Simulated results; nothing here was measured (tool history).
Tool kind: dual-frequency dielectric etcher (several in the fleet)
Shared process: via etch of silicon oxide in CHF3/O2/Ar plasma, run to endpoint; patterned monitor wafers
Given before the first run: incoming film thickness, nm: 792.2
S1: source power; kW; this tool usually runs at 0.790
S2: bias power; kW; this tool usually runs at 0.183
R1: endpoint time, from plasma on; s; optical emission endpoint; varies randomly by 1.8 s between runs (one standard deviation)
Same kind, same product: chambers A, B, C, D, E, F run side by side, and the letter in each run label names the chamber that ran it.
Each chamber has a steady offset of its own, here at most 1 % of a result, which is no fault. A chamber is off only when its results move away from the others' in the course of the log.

run,hour,S1,S2,R1
# hour 0.2: chamber D: wet clean of the chamber
1E,10.0,0.790,0.183,360.36
2C,16.8,0.790,0.183,357.49
3B,23.5,0.790,0.183,358.61
4A,32.8,0.790,0.183,359.25
5D,39.1,0.890,0.201,337.18
6F,49.1,0.890,0.201,334.26
7F,57.2,0.890,0.201,332.58
8D,63.2,0.890,0.201,331.97
# hour 68.6: chamber F: wet clean of the chamber
9B,69.9,0.890,0.201,333.04
10E,77.8,0.890,0.201,329.75
11C,83.4,0.790,0.183,358.17
12A,88.2,0.790,0.183,361.57
13C,95.0,0.790,0.183,360.28
14A,102.7,0.790,0.183,363.19
15E,110.9,0.790,0.183,358.64
16D,117.3,0.900,0.183,342.39
17F,122.5,0.900,0.183,343.57
18B,127.7,0.900,0.183,341.22
19A,134.0,0.900,0.183,342.40
20D,142.0,0.900,0.183,341.49
21C,150.7,0.900,0.183,341.93
22F,155.6,0.790,0.183,363.60
23E,164.6,0.790,0.183,361.77
24B,174.2,0.790,0.183,360.16
25F,182.5,0.790,0.183,360.87
26B,187.5,0.790,0.183,356.51
27E,192.6,0.790,0.183,358.92
# hour 198.9: chamber B: wet clean of the chamber
28A,199.4,0.790,0.183,361.97
29D,207.8,0.790,0.183,362.09
30C,215.4,0.790,0.183,356.41
31A,224.5,0.790,0.183,361.23
32F,229.4,0.790,0.183,360.10
33B,233.8,0.790,0.183,361.14
34C,243.4,0.790,0.183,356.77
35D,251.4,0.920,0.183,339.88
36E,257.9,0.920,0.183,339.38
37F,267.0,0.920,0.183,340.30
38C,275.4,0.920,0.183,337.06
39B,283.9,0.920,0.183,335.28

Next, all 6 chambers run the settings below, one line each with question marks for the results. What does each chamber give?
40A,291.1,0.790,0.183,?
40B,291.1,0.790,0.183,?
40C,291.1,0.790,0.183,?
40D,291.1,0.790,0.183,?
40E,291.1,0.790,0.183,?
40F,291.1,0.790,0.183,?

run,R1
40A,360.75
40B,359.00
40C,360.83
40D,363.04
40E,359.14
40F,361.40
